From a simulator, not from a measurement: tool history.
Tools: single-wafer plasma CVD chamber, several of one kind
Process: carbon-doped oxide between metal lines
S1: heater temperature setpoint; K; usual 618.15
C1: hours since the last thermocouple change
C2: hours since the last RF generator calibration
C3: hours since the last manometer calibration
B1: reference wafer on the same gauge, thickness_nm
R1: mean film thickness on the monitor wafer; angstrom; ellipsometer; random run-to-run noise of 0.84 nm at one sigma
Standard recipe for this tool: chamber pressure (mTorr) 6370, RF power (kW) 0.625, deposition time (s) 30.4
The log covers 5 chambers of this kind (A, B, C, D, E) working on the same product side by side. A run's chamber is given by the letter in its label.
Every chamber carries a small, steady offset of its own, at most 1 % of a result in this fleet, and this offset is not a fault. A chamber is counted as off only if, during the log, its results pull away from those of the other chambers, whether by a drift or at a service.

run 1D hour=5.5 | S1=618.15 chamber_pressure_(mTorr)=6370 RF_power_(kW)=0.625 deposition_time_(s)=30.4 | C1=1923.6 C2=941.9 C3=478.6 | B1=214.24 | R1=1864.2
run 2B hour=10.7 | S1=618.15 chamber_pressure_(mTorr)=6370 RF_power_(kW)=0.625 deposition_time_(s)=30.4 | C1=1333 C2=754.1 C3=585 | B1=214.08 | R1=1839.5
run 3E hour=18.3 | S1=618.15 chamber_pressure_(mTorr)=6370 RF_power_(kW)=0.625 deposition_time_(s)=30.4 | C1=1783 C2=130.3 C3=1099.9 | B1=213.71 | R1=1876.5
run 4C hour=23.5 | S1=618.15 chamber_pressure_(mTorr)=6370 RF_power_(kW)=0.625 deposition_time_(s)=30.4 | C1=1439.9 C2=921.4 C3=579.8 | B1=214.11 | R1=1846.8
run 5A hour=30.6 | S1=618.15 chamber_pressure_(mTorr)=6370 RF_power_(kW)=0.625 deposition_time_(s)=30.4 | C1=2571.8 C2=377.3 C3=86.6 | B1=214.16 | R1=1837.7
run 6D hour=35.2 | S1=618.15 chamber_pressure_(mTorr)=6370 RF_power_(kW)=0.625 deposition_time_(s)=30.4 | C1=1953.3 C2=971.6 C3=508.3 | B1=214.2 | R1=1854
run 7B hour=40.1 | S1=618.15 chamber_pressure_(mTorr)=6370 RF_power_(kW)=0.625 deposition_time_(s)=30.4 | C1=1362.4 C2=783.5 C3=614.4 | B1=214.08 | R1=1839.1
run 8E hour=44.3 | S1=612.15 chamber_pressure_(mTorr)=7070 RF_power_(kW)=0.625 deposition_time_(s)=30.4 | C1=1809 C2=156.3 C3=1125.9 | B1=213.98 | R1=1928.4
run 9C hour=53.7 | S1=612.15 chamber_pressure_(mTorr)=7070 RF_power_(kW)=0.625 deposition_time_(s)=30.4 | C1=1470.1 C2=951.6 C3=610 | B1=214.07 | R1=1898.7
run 10A hour=61.5 | S1=612.15 chamber_pressure_(mTorr)=7070 RF_power_(kW)=0.625 deposition_time_(s)=30.4 | C1=2602.7 C2=408.2 C3=117.5 | B1=213.74 | R1=1877.2
run 11A hour=68.8 | S1=612.15 chamber_pressure_(mTorr)=7070 RF_power_(kW)=0.625 deposition_time_(s)=30.4 | C1=2610 C2=415.5 C3=124.8 | B1=214.16 | R1=1877.9
run 12D hour=74.5 | S1=612.15 chamber_pressure_(mTorr)=7070 RF_power_(kW)=0.625 deposition_time_(s)=30.4 | C1=1992.6 C2=1010.9 C3=547.6 | B1=213.85 | R1=1906.9
run 13C hour=78.9 | S1=618.15 chamber_pressure_(mTorr)=6370 RF_power_(kW)=0.625 deposition_time_(s)=30.4 | C1=1495.3 C2=976.8 C3=635.2 | B1=214.02 | R1=1838.5
run 14E hour=85.8 | S1=618.15 chamber_pressure_(mTorr)=6370 RF_power_(kW)=0.625 deposition_time_(s)=30.4 | C1=1850.5 C2=197.8 C3=1167.4 | B1=213.97 | R1=1872
run 15B hour=90.6 | S1=618.15 chamber_pressure_(mTorr)=6370 RF_power_(kW)=0.625 deposition_time_(s)=30.4 | C1=1412.9 C2=834 C3=664.9 | B1=214.13 | R1=1842.2
run 16A hour=95.5 | S1=618.15 chamber_pressure_(mTorr)=6370 RF_power_(kW)=0.625 deposition_time_(s)=30.4 | C1=2636.7 C2=442.2 C3=151.5 | B1=214.11 | R1=1817.2
run 17D hour=104.8 | S1=618.15 chamber_pressure_(mTorr)=6370 RF_power_(kW)=0.625 deposition_time_(s)=30.4 | C1=2022.9 C2=1041.2 C3=577.9 | B1=214.17 | R1=1843.2
run 18C hour=113.2 | S1=618.15 chamber_pressure_(mTorr)=6370 RF_power_(kW)=0.625 deposition_time_(s)=30.4 | C1=1529.6 C2=1011.1 C3=669.5 | B1=213.9 | R1=1848.7
run 19E hour=120.8 | S1=618.15 chamber_pressure_(mTorr)=6370 RF_power_(kW)=0.625 deposition_time_(s)=30.4 | C1=1885.5 C2=232.8 C3=1202.4 | B1=214.24 | R1=1870.3
run 20B hour=125.4 | S1=618.15 chamber_pressure_(mTorr)=6370 RF_power_(kW)=0.625 deposition_time_(s)=30.4 | C1=1447.7 C2=868.8 C3=699.7 | B1=214.27 | R1=1853.3
run 21B hour=134.6 | S1=618.15 chamber_pressure_(mTorr)=6370 RF_power_(kW)=0.625 deposition_time_(s)=30.4 | C1=1456.9 C2=878 C3=708.9 | B1=214.05 | R1=1835.8
run 22E hour=139.5 | S1=618.15 chamber_pressure_(mTorr)=6370 RF_power_(kW)=0.625 deposition_time_(s)=30.4 | C1=1904.2 C2=251.5 C3=1221.1 | B1=213.91 | R1=1871.3
run 23D hour=145.3 | S1=628.15 chamber_pressure_(mTorr)=6370 RF_power_(kW)=0.625 deposition_time_(s)=27.7 | C1=2063.4 C2=1081.7 C3=618.4 | B1=213.93 | R1=1649.9
run 24C hour=151.8 | S1=628.15 chamber_pressure_(mTorr)=6370 RF_power_(kW)=0.625 deposition_time_(s)=27.7 | C1=1568.2 C2=1049.7 C3=708.1 | B1=213.71 | R1=1635.4
run 25A hour=156.5 | S1=628.15 chamber_pressure_(mTorr)=6370 RF_power_(kW)=0.625 deposition_time_(s)=27.7 | C1=2697.7 C2=503.2 C3=212.5 | B1=214.06 | R1=1588.4
run 26B hour=160.6 | S1=628.15 chamber_pressure_(mTorr)=6370 RF_power_(kW)=0.625 deposition_time_(s)=27.7 | C1=1482.9 C2=904 C3=734.9 | B1=214.09 | R1=1626.4
run 27A hour=167.6 | S1=628.15 chamber_pressure_(mTorr)=6370 RF_power_(kW)=0.625 deposition_time_(s)=27.7 | C1=2708.8 C2=514.3 C3=223.6 | B1=213.71 | R1=1586.2
run 28D hour=172 | S1=618.15 chamber_pressure_(mTorr)=6370 RF_power_(kW)=0.625 deposition_time_(s)=30.4 | C1=2090.1 C2=1108.4 C3=645.1 | B1=213.84 | R1=1865.2
run 29C hour=179.5 | S1=618.15 chamber_pressure_(mTorr)=6370 RF_power_(kW)=0.625 deposition_time_(s)=30.4 | C1=1595.9 C2=1077.4 C3=735.8 | B1=214.1 | R1=1849.8
run 30E hour=187.1 | S1=618.15 chamber_pressure_(mTorr)=6370 RF_power_(kW)=0.625 deposition_time_(s)=30.4 | C1=1951.8 C2=299.1 C3=1268.7 | B1=214.15 | R1=1879.7
run 31A hour=195.2 | S1=618.15 chamber_pressure_(mTorr)=6370 RF_power_(kW)=0.625 deposition_time_(s)=30.4 | C1=2736.4 C2=541.9 C3=251.2 | B1=214.08 | R1=1776.5

For the next run the whole fleet of 5 chambers uses the same settings. Give each chamber's results:
run 32A hour=201.9 | S1=618.15 chamber_pressure_(mTorr)=6910 RF_power_(kW)=0.625 deposition_time_(s)=30.4 | R1=?
run 32B hour=201.9 | S1=618.15 chamber_pressure_(mTorr)=6910 RF_power_(kW)=0.625 deposition_time_(s)=30.4 | R1=?
run 32C hour=201.9 | S1=618.15 chamber_pressure_(mTorr)=6910 RF_power_(kW)=0.625 deposition_time_(s)=30.4 | R1=?
run 32D hour=201.9 | S1=618.15 chamber_pressure_(mTorr)=6910 RF_power_(kW)=0.625 deposition_time_(s)=30.4 | R1=?
run 32E hour=201.9 | S1=618.15 chamber_pressure_(mTorr)=6910 RF_power_(kW)=0.625 deposition_time_(s)=30.4 | R1=?

run=32A R1=1796.2
run=32B R1=1858.4
run=32C R1=1881.4
run=32D R1=1881.7
run=32E R1=1892.9
